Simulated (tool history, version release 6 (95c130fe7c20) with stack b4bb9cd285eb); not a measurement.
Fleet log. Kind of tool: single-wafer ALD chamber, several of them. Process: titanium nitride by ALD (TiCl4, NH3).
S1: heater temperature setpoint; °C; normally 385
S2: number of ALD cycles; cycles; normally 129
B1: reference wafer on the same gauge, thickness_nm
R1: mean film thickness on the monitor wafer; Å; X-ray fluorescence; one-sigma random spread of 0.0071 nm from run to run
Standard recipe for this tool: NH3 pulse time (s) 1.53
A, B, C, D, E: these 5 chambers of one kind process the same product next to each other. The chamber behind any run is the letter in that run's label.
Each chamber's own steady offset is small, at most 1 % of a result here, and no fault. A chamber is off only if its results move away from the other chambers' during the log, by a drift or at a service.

Run 1C, hour 8.1: usual settings; B1 3.2909. Result: R1 27.784 Å.
Run 2B, hour 20.6: usual settings; B1 3.2878. Result: R1 27.761 Å.
Run 3E, hour 32.3: usual settings; B1 3.2902. Result: R1 27.764 Å.
Run 4A, hour 38.4: usual settings; B1 3.2900. Result: R1 27.449 Å.
Run 5D, hour 50.3: usual settings; B1 3.2901. Result: R1 27.766 Å.
Run 6C, hour 58.3: usual settings; B1 3.2905. Result: R1 27.800 Å.
Run 7B, hour 65.0: usual settings; B1 3.2905. Result: R1 27.706 Å.
Run 8D, hour 78.3: usual settings; B1 3.2920. Result: R1 27.769 Å.
Run 9A, hour 85.4: usual settings; B1 3.2887. Result: R1 27.674 Å.
At hour 92.4: chamber C: thermocouple changed; heater temperature recalibrated.
Run 10E, hour 97.5: usual settings; B1 3.2895. Result: R1 27.879 Å.
Run 11C, hour 108.3: usual settings; B1 3.2889. Result: R1 27.846 Å.
Run 12B, hour 117.0: usual settings; B1 3.2899. Result: R1 27.734 Å.
Run 13E, hour 128.4: usual settings; B1 3.2919. Result: R1 27.746 Å.
Run 14D, hour 134.7: usual settings; B1 3.2906. Result: R1 27.668 Å.
Run 15A, hour 144.4: usual settings; B1 3.2899. Result: R1 27.609 Å.
Run 16B, hour 151.4: usual settings; B1 3.2886. Result: R1 27.587 Å.
Run 17A, hour 159.0: usual settings; B1 3.2899. Result: R1 27.766 Å.
Run 18E, hour 171.0: usual settings; B1 3.2888. Result: R1 27.849 Å.
Run 19D, hour 181.9: usual settings; B1 3.2892. Result: R1 27.708 Å.
Run 20C, hour 193.2: usual settings; B1 3.2895. Result: R1 27.758 Å.
Run 21A, hour 204.2: usual settings; B1 3.2904. Result: R1 27.556 Å.
Run 22C, hour 210.0: usual settings; B1 3.2912. Result: R1 27.628 Å.
Run 23D, hour 220.6: usual settings; B1 3.2873. Result: R1 27.683 Å.
Run 24B, hour 233.2: usual settings but S2 141 cycles; B1 3.2918. Result: R1 30.199 Å.
Run 25E, hour 241.2: usual settings but S2 141 cycles; B1 3.2895. Result: R1 30.375 Å.
Run 26B, hour 250.2: usual settings but S2 141 cycles; B1 3.2918. Result: R1 30.346 Å.
Run 27D, hour 256.5: usual settings but S2 141 cycles; B1 3.2917. Result: R1 30.226 Å.
Run 28A, hour 267.2: usual settings but S2 141 cycles; B1 3.2915. Result: R1 30.234 Å.
Run 29C, hour 279.2: usual settings; B1 3.2893. Result: R1 27.736 Å.
Run 30E, hour 284.9: usual settings; B1 3.2897. Result: R1 27.716 Å.

All 5 chambers run these settings next. Forecast each chamber's results:
Run 31A, hour 294.5: usual settings but S2 147 cycles. Result: R1 ?.
Run 31B, hour 294.5: usual settings but S2 147 cycles. Result: R1 ?.
Run 31C, hour 294.5: usual settings but S2 147 cycles. Result: R1 ?.
Run 31D, hour 294.5: usual settings but S2 147 cycles. Result: R1 ?.
Run 31E, hour 294.5: usual settings but S2 147 cycles. Result: R1 ?.

run      R1
31A  31.476
31B  31.671
31C  31.592
31D  31.514
31E  31.731

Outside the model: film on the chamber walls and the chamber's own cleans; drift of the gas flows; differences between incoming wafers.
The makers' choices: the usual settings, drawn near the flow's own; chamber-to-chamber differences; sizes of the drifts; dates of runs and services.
